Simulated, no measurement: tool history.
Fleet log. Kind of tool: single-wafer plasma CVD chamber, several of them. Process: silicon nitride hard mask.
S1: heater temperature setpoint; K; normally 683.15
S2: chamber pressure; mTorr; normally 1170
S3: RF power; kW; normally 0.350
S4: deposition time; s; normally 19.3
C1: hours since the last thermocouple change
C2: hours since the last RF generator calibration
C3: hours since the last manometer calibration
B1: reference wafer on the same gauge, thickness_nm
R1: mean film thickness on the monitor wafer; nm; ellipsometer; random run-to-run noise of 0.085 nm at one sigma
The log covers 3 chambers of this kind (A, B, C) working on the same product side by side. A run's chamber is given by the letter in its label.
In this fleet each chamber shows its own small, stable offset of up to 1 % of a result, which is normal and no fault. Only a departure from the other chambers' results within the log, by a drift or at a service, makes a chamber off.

run,day,S1,S2,S3,S4,C1,C2,C3,B1,R1
1C,0.625,683.15,1170,0.350,19.3,381.4,1516.1,1579.4,24.021,22.152
2A,1.075,683.15,1170,0.350,19.3,416.3,1359.2,535.5,23.981,22.059
3B,1.550,683.15,1170,0.350,19.3,157.1,1416.0,1625.6,23.975,22.272
4A,1.908,683.15,1170,0.350,19.3,436.3,1379.2,555.5,24.005,22.273
5C,2.221,683.15,1170,0.350,19.3,419.7,1554.4,1617.7,23.992,22.132
6B,2.750,683.15,1170,0.350,19.3,185.9,1444.8,1654.4,23.983,22.274
7A,3.317,673.15,1170,0.350,19.3,470.1,1413.0,589.3,24.013,22.242
8B,3.762,673.15,1170,0.350,19.3,210.2,1469.1,1678.7,24.031,22.577
9C,4.250,673.15,1170,0.350,19.3,468.4,1603.1,1666.4,23.983,22.120
10A,4.688,683.15,1170,0.350,19.3,503.0,1445.9,622.2,23.996,22.025
11C,5.021,683.15,1170,0.350,19.3,486.9,1621.6,1684.9,24.000,22.075
12B,5.638,683.15,1170,0.350,19.3,255.2,1514.1,1723.7,24.014,22.306
13B,6.225,683.15,1170,0.350,19.3,269.3,1528.2,1737.8,23.993,22.165
14A,6.575,683.15,1170,0.350,19.3,548.3,1491.2,667.5,24.007,21.967
15C,7.062,683.15,990,0.350,21.7,535.9,1670.6,1733.9,23.972,23.540
16C,7.683,683.15,990,0.350,21.7,550.8,1685.5,1748.8,23.994,23.563
17B,8.229,683.15,990,0.350,21.7,317.4,1576.3,1785.9,23.981,23.667
18A,8.783,683.15,1170,0.350,19.3,601.3,1544.2,720.5,23.995,21.829
19A,9.150,683.15,1170,0.350,19.3,610.1,1553.0,729.3,24.002,21.837
20B,9.579,673.15,1170,0.350,19.3,349.8,1608.7,1818.3,23.998,22.587
21C,9.975,673.15,1170,0.350,19.3,605.8,1740.5,1803.8,24.004,22.189
22B,10.317,673.15,1170,0.350,19.3,367.5,1626.4,1836.0,24.010,22.517
23C,10.867,683.15,1170,0.350,19.3,627.2,1761.9,1825.2,23.996,22.066
24A,11.267,683.15,1170,0.350,19.3,660.9,1603.8,780.1,23.970,21.715
25B,11.838,676.15,1170,0.375,19.3,404.0,1662.9,1872.5,23.997,23.287
26A,12.338,676.15,1170,0.375,19.3,686.6,1629.5,805.8,24.027,22.860
27C,12.792,676.15,1170,0.375,19.3,673.4,1808.1,1871.4,24.003,23.401
28A,13.358,683.15,1170,0.350,19.3,711.1,1654.0,830.3,24.011,21.503
29B,13.917,683.15,1170,0.350,19.3,453.9,1712.8,1922.4,23.992,22.191
30C,14.383,683.15,1170,0.350,19.3,711.6,1846.3,1909.6,24.027,22.161
31C,14.758,683.15,1170,0.350,19.3,720.6,1855.3,1918.6,23.991,22.062
32A,15.300,683.15,1170,0.350,19.3,757.7,1700.6,876.9,24.009,21.453
33B,15.808,683.15,1170,0.350,19.3,499.3,1758.2,1967.8,24.007,22.359
34B,16.404,683.15,1170,0.350,19.3,513.6,1772.5,1982.1,24.007,22.290
35A,17.050,683.15,1170,0.350,19.3,799.7,1742.6,918.9,24.018,21.526

All 3 chambers run these settings next. Forecast each chamber's results:
36A,17.517,683.15,1170,0.350,21.5,,,,,?
36B,17.517,683.15,1170,0.350,21.5,,,,,?
36C,17.517,683.15,1170,0.350,21.5,,,,,?

run,R1
36A,23.947
36B,24.817
36C,24.527
